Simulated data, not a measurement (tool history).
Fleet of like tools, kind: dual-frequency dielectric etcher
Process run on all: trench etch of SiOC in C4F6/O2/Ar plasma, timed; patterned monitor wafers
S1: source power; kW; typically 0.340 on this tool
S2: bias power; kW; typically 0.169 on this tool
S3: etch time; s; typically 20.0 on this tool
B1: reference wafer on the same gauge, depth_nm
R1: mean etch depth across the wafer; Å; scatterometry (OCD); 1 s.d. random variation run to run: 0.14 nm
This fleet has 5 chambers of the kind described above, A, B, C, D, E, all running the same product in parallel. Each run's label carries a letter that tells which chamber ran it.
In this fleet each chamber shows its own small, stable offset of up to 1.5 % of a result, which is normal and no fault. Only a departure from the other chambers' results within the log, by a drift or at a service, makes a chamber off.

run 1B hour=7.1 | S1=0.340 S2=0.169 S3=20.0 | B1=45.742 | R1=378.84
run 2C hour=14.7 | S1=0.340 S2=0.169 S3=20.0 | B1=45.679 | R1=386.25
run 3E hour=21.9 | S1=0.340 S2=0.169 S3=20.0 | B1=45.744 | R1=382.56
run 4D hour=32.3 | S1=0.340 S2=0.169 S3=20.0 | B1=45.695 | R1=377.54
-- hour=41.1 chamber D: bias power generator calibrated
-- hour=41.5 chamber D: source power generator calibrated
run 5A hour=46.9 | S1=0.340 S2=0.185 S3=18.0 | B1=45.720 | R1=355.60
run 6C hour=54.1 | S1=0.340 S2=0.185 S3=18.0 | B1=45.646 | R1=359.07
run 7B hour=64.9 | S1=0.340 S2=0.185 S3=18.0 | B1=45.714 | R1=351.31
run 8A hour=72.6 | S1=0.340 S2=0.185 S3=18.0 | B1=45.696 | R1=355.28
-- hour=77.5 chamber A: bias power generator calibrated
run 9E hour=81.1 | S1=0.340 S2=0.185 S3=18.0 | B1=45.660 | R1=355.63
run 10D hour=95.6 | S1=0.340 S2=0.169 S3=20.0 | B1=45.684 | R1=381.59
run 11A hour=103.7 | S1=0.340 S2=0.196 S3=16.5 | B1=45.684 | R1=334.14
run 12C hour=118.0 | S1=0.340 S2=0.196 S3=16.5 | B1=45.707 | R1=334.40
run 13D hour=128.9 | S1=0.340 S2=0.196 S3=16.5 | B1=45.697 | R1=328.68
-- hour=133.6 chamber B: wet clean of the chamber
run 14E hour=142.7 | S1=0.340 S2=0.196 S3=16.5 | B1=45.720 | R1=330.49
run 15B hour=151.9 | S1=0.340 S2=0.196 S3=16.5 | B1=45.716 | R1=330.24
run 16C hour=162.1 | S1=0.340 S2=0.169 S3=20.0 | B1=45.694 | R1=382.54
run 17A hour=172.5 | S1=0.340 S2=0.169 S3=20.0 | B1=45.698 | R1=382.99
run 18B hour=180.3 | S1=0.340 S2=0.169 S3=20.0 | B1=45.721 | R1=384.07
run 19D hour=191.2 | S1=0.340 S2=0.169 S3=20.0 | B1=45.694 | R1=382.21
run 20E hour=202.6 | S1=0.340 S2=0.169 S3=20.0 | B1=45.708 | R1=383.85
run 21D hour=214.2 | S1=0.340 S2=0.154 S3=20.0 | B1=45.698 | R1=368.58
run 22A hour=223.7 | S1=0.340 S2=0.154 S3=20.0 | B1=45.716 | R1=373.75
run 23C hour=231.6 | S1=0.340 S2=0.154 S3=20.0 | B1=45.723 | R1=372.99
run 24E hour=246.1 | S1=0.340 S2=0.154 S3=20.0 | B1=45.701 | R1=371.68
run 25B hour=254.0 | S1=0.340 S2=0.154 S3=20.0 | B1=45.674 | R1=369.24
run 26A hour=264.6 | S1=0.340 S2=0.169 S3=20.0 | B1=45.691 | R1=383.14
run 27C hour=273.2 | S1=0.340 S2=0.169 S3=15.0 | B1=45.685 | R1=284.40
run 28E hour=286.1 | S1=0.340 S2=0.169 S3=15.0 | B1=45.717 | R1=287.71
run 29D hour=293.8 | S1=0.340 S2=0.169 S3=15.0 | B1=45.677 | R1=284.98
run 30B hour=307.3 | S1=0.340 S2=0.169 S3=15.0 | B1=45.708 | R1=286.76
-- hour=312.3 chamber C: bias power generator calibrated
run 31C hour=321.7 | S1=0.340 S2=0.169 S3=15.0 | B1=45.710 | R1=284.22
run 32D hour=333.6 | S1=0.340 S2=0.169 S3=20.0 | B1=45.696 | R1=379.36
-- hour=345.8 chamber C: source power generator calibrated
run 33A hour=346.9 | S1=0.340 S2=0.169 S3=20.0 | B1=45.706 | R1=385.22
-- hour=358.1 chamber E: wet clean of the chamber
run 34B hour=358.6 | S1=0.340 S2=0.169 S3=20.0 | B1=45.714 | R1=381.89
run 35E hour=374.9 | S1=0.340 S2=0.169 S3=20.0 | B1=45.730 | R1=383.80
run 36D hour=388.9 | S1=0.340 S2=0.169 S3=20.0 | B1=45.686 | R1=381.55
run 37E hour=402.4 | S1=0.340 S2=0.169 S3=20.0 | B1=45.745 | R1=384.52
run 38B hour=412.6 | S1=0.340 S2=0.169 S3=20.0 | B1=45.695 | R1=381.45
run 39C hour=423.3 | S1=0.280 S2=0.169 S3=14.5 | B1=45.711 | R1=254.50
run 40A hour=435.8 | S1=0.280 S2=0.169 S3=14.5 | B1=45.694 | R1=258.82
-- hour=449.5 chamber A: wet clean of the chamber
run 41B hour=452.1 | S1=0.280 S2=0.169 S3=14.5 | B1=45.698 | R1=256.42
run 42E hour=467.1 | S1=0.280 S2=0.169 S3=14.5 | B1=45.723 | R1=257.14
run 43A hour=481.0 | S1=0.280 S2=0.169 S3=14.5 | B1=45.683 | R1=258.37

For the next run the whole fleet of 5 chambers uses the same settings. Give each chamber's results:
run 44A hour=492.8 | S1=0.340 S2=0.169 S3=20.0 | R1=?
run 44B hour=492.8 | S1=0.340 S2=0.169 S3=20.0 | R1=?
run 44C hour=492.8 | S1=0.340 S2=0.169 S3=20.0 | R1=?
run 44D hour=492.8 | S1=0.340 S2=0.169 S3=20.0 | R1=?
run 44E hour=492.8 | S1=0.340 S2=0.169 S3=20.0 | R1=?

run=44A R1=383.92
run=44B R1=381.72
run=44C R1=372.81
run=44D R1=380.32
run=44E R1=384.34
